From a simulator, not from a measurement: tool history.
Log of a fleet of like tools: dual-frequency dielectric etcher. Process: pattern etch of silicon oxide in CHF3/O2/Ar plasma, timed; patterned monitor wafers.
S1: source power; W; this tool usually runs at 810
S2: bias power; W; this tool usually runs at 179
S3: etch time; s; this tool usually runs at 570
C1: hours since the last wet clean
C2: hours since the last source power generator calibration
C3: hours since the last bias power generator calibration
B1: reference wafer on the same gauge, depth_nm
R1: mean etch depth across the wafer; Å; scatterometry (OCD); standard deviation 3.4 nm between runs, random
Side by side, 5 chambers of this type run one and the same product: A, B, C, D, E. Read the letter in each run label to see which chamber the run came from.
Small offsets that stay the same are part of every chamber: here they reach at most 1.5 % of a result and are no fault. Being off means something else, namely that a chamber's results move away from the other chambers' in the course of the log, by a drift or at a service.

| run | hour | S1 | S2 | S3 | C1 | C2 | C3 | B1 | R1 |
|---|---|---|---|---|---|---|---|---|---|
| 1D | 11.5 | 810 | 179 | 570 | 286.1 | 813.8 | 1079.5 | 1359.4 | 12589 |
| 2C | 22.1 | 810 | 179 | 570 | 304.3 | 1459.9 | 855.8 | 1360.6 | 12624 |
| 3A | 30.1 | 810 | 179 | 570 | 102.9 | 2569.6 | 800.6 | 1360.2 | 12536 |
| 4E | 37 | 810 | 179 | 570 | 429.5 | 2639 | 2133.4 | 1359.9 | 12411 |
| 5B | 45.3 | 810 | 179 | 570 | 244.3 | 243.8 | 1037.8 | 1358.6 | 12573 |
| 6C | 53.8 | 810 | 179 | 570 | 336 | 1491.6 | 887.5 | 1359.6 | 12594 |
| 7A | 59 | 810 | 179 | 570 | 131.8 | 2598.5 | 829.5 | 1360.1 | 12492 |
| 8D | 66.5 | 810 | 179 | 462.5 | 341.1 | 868.8 | 1134.5 | 1360.3 | 10166 |
| 9B | 77.5 | 810 | 179 | 462.5 | 276.5 | 276 | 1070 | 1360.2 | 10227 |
|  | 78.4 | chamber E: wet clean of the chamber |
| 10E | 88.7 | 810 | 179 | 462.5 | 10.3 | 2690.7 | 2185.1 | 1360.1 | 10109 |
| 11A | 97.5 | 810 | 179 | 462.5 | 170.3 | 2637 | 868 | 1359.7 | 10132 |
| 12D | 104.8 | 810 | 179 | 462.5 | 379.4 | 907.1 | 1172.8 | 1359.8 | 10174 |
| 13B | 112.9 | 750 | 179 | 660.5 | 311.9 | 311.4 | 1105.4 | 1360.2 | 14177 |
| 14E | 120.5 | 750 | 179 | 660.5 | 42.1 | 2722.5 | 2216.9 | 1360.4 | 14035 |
| 15C | 130.5 | 750 | 179 | 660.5 | 412.7 | 1568.3 | 964.2 | 1359.4 | 14221 |
| 16C | 137.8 | 750 | 179 | 660.5 | 420 | 1575.6 | 971.5 | 1360.4 | 14236 |
| 17B | 147.9 | 750 | 179 | 660.5 | 346.9 | 346.4 | 1140.4 | 1359.9 | 14162 |
| 18A | 154.3 | 810 | 179 | 570 | 227.1 | 2693.8 | 924.8 | 1360.6 | 12558 |
| 19D | 160.6 | 810 | 145 | 519.5 | 435.2 | 962.9 | 1228.6 | 1360.2 | 10722 |
|  | 169.2 | chamber C: wet clean of the chamber |
| 20E | 170.5 | 810 | 145 | 519.5 | 92.1 | 2772.5 | 2266.9 | 1360.5 | 10647 |
|  | 177 | chamber B: wet clean of the chamber |
| 21B | 181.7 | 810 | 145 | 519.5 | 4.8 | 380.2 | 1174.2 | 1360.2 | 10739 |
| 22A | 190.7 | 810 | 145 | 519.5 | 263.5 | 2730.2 | 961.2 | 1360.8 | 10780 |
| 23C | 202.3 | 810 | 145 | 519.5 | 33.1 | 1640.1 | 1036 | 1360.4 | 10797 |
| 24D | 208.4 | 810 | 179 | 570 | 483 | 1010.7 | 1276.4 | 1359.9 | 12573 |
| 25E | 219 | 810 | 179 | 570 | 140.6 | 2821 | 2315.4 | 1360.4 | 12461 |
| 26D | 228.9 | 810 | 179 | 570 | 503.5 | 1031.2 | 1296.9 | 1359.1 | 12554 |
| 27A | 240.3 | 810 | 179 | 570 | 313.1 | 2779.8 | 1010.8 | 1359.8 | 12736 |
| 28C | 250.7 | 810 | 179 | 570 | 81.5 | 1688.5 | 1084.4 | 1359.4 | 12656 |
| 29B | 256.2 | 810 | 179 | 570 | 79.3 | 454.7 | 1248.7 | 1360.3 | 12612 |
| 30E | 264.6 | 810 | 179 | 570 | 186.2 | 2866.6 | 2361 | 1359.6 | 12413 |
| 31E | 272.6 | 810 | 179 | 570 | 194.2 | 2874.6 | 2369 | 1359.4 | 12456 |
| 32D | 280.6 | 810 | 179 | 570 | 555.2 | 1082.9 | 1348.6 | 1361.1 | 12497 |
| 33B | 287.2 | 810 | 179 | 570 | 110.3 | 485.7 | 1279.7 | 1360.6 | 12595 |
| 34C | 296 | 810 | 179 | 570 | 126.8 | 1733.8 | 1129.7 | 1359 | 12558 |
| 35A | 306.1 | 810 | 179 | 570 | 378.9 | 2845.6 | 1076.6 | 1359.3 | 12916 |
| 36A | 313.9 | 810 | 179 | 570 | 386.7 | 2853.4 | 1084.4 | 1359.9 | 12943 |
| 37D | 322.3 | 810 | 179 | 570 | 596.9 | 1124.6 | 1390.3 | 1360.8 | 12527 |
| 38E | 327.5 | 810 | 179 | 570 | 249.1 | 2929.5 | 2423.9 | 1360.6 | 12429 |

One chamber off, gauge drift, or nothing amiss beyond the chambers' own small offsets? If it is a chamber, which one, and what is the likeliest cause?

It is chamber A that slowly wanders off from its peers.
Likeliest cause: etch rate over this chamber's usual, % = 3.72.

Which of the 4 candidates below, each the usual settings with something changed and its results left as question marks, puts chamber A back in line with what the other chambers give on the usual settings?
In line here means within this much of the mean the other chambers give on the usual settings: R1 120 Å
| 39A-1 | 336.1 | 890 | 194 | 570 |  |  |  |  | ? |
| 39A-2 | 336.1 | 880 | 179 | 570 |  |  |  |  | ? |
| 39A-3 | 336.1 | 810 | 179 | 532 |  |  |  |  | ? |
| 39A-4 | 336.1 | 810 | 179 | 550.5 |  |  |  |  | ? |

What the other chambers average on the usual settings: R1 12544 Å
| run | R1 |
|---|---|
| 39A-1 | 13825 |
| 39A-2 | 13408 |
| 39A-3 | 12116 |
| 39A-4 | 12538 |
Change 39A-4 lands the chamber within the allowed miss of the other chambers.

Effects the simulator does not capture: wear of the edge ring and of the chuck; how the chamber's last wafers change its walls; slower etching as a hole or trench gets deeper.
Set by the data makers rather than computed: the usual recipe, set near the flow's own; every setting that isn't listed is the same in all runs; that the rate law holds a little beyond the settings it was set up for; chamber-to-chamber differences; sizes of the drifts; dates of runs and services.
